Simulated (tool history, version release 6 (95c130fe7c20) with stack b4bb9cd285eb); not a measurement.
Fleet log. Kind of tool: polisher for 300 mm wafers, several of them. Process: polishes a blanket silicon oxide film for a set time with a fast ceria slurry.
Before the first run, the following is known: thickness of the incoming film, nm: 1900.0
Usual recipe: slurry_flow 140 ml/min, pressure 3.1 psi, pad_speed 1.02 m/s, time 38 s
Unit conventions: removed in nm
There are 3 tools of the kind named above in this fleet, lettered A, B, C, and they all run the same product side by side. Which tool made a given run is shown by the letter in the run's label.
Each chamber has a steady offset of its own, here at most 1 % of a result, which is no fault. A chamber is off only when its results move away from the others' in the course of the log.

run,day,slurry_flow,pressure,pad_speed,time,wafers polished on this pad,hours since the slurry nozzle was cleaned,hours since the head pressure was calibrated,removed
1C,0.350,140,3.1,1.02,38,419,362.9,132.1,655.99
2B,0.662,140,3.1,1.02,38,278,445.3,146.2,658.96
# day 0.788: chamber A: slurry nozzle cleaned
3A,0.967,140,3.1,1.02,38,501,4.4,789.3,653.74
4C,1.221,140,3.1,1.02,38,782,383.8,153.0,646.21
# day 1.438: chamber A: worn pad replaced by a new one
5B,1.583,140,3.1,1.02,38,662,467.4,168.3,643.30
6A,1.938,140,3.1,1.02,38,209,27.7,812.6,652.94
7B,2.354,140,3.1,1.02,38,984,485.9,186.8,666.00
8A,2.538,140,3.1,1.02,38,460,42.1,827.0,637.79
9C,2.779,140,3.1,1.36,38,1432,421.2,190.4,878.68
# day 2.792: chamber B: worn pad replaced by a new one
10C,3.017,140,3.1,1.36,38,1532,426.9,196.1,852.22
11A,3.238,140,3.1,1.36,38,752,58.9,843.8,885.97
# day 3.300: chamber A: worn pad replaced by a new one
12B,3.629,90,2.1,1.02,38,350,516.5,217.4,400.54
# day 3.721: chamber B: slurry nozzle cleaned
13C,4.046,90,2.1,1.02,38,1961,451.6,220.8,395.47
# day 4.212: chamber A: head pressure recalibrated
14A,4.242,90,2.1,1.02,38,393,83.0,0.8,402.94
15B,4.625,140,3.1,1.14,29,765,21.8,241.3,560.52
# day 4.925: chamber A: worn pad replaced by a new one
16B,4.946,140,3.1,1.14,29,899,29.5,249.0,561.54
17A,5.229,140,3.1,1.14,29,128,106.7,24.5,566.53
# day 5.388: chamber B: worn pad replaced by a new one
18C,5.642,140,3.1,1.02,38,2627,489.9,259.1,651.37
19B,5.925,140,3.1,1.02,38,225,53.0,272.5,669.21
20C,6.229,140,3.1,1.02,38,2872,504.0,273.2,624.08
21A,6.550,140,3.1,1.02,38,679,138.4,56.2,660.09
# day 6.738: chamber A: worn pad replaced by a new one
22B,6.958,140,3.1,1.36,27,656,77.8,297.3,624.21
23C,7.288,140,3.1,1.36,27,3314,529.4,298.6,597.29
24A,7.521,140,3.1,1.36,27,327,161.7,79.5,631.39
25B,7.817,140,3.1,1.02,38,1014,98.4,317.9,678.85
26C,8.208,165,3.1,1.02,38,3698,551.5,320.7,635.33

Read the log: is a single chamber off, either drifting away or since a service, is the gauge that measures every chamber drifting, or is nothing wrong beyond small per-chamber offsets? Name any odd chamber and what most likely caused it.

Little by little, chamber C moves away from the other chambers.
Cause: removal rate lost through wear of the pad, % = 7.51.
The log might look much the same if the cause were instead: slurry flow missing at the pad, %; head's pressure below its setpoint, %.

Chamber C could run next with any of the 4 candidate recipes listed below; each alters the usual settings, and their results appear as question marks. Which one brings its results back in line with what the other chambers deliver on the usual settings?
A result is in line if it is within this distance of the other chambers' mean on the usual settings: removed 31.00 nm
27C-1,8.512,140,3.1,0.94,38,,,,?
27C-2,8.512,140,2.9,0.96,36,,,,?
27C-3,8.512,140,3.2,1.06,38,,,,?
27C-4,8.512,140,3.1,1.10,41,,,,?

The other chambers' mean on the usual settings: removed 659.01 nm
run,removed
27C-1,565.09
27C-2,511.86
27C-3,656.51
27C-4,712.13
27C-3 is the one that brings the chamber's results back in line with the other chambers.

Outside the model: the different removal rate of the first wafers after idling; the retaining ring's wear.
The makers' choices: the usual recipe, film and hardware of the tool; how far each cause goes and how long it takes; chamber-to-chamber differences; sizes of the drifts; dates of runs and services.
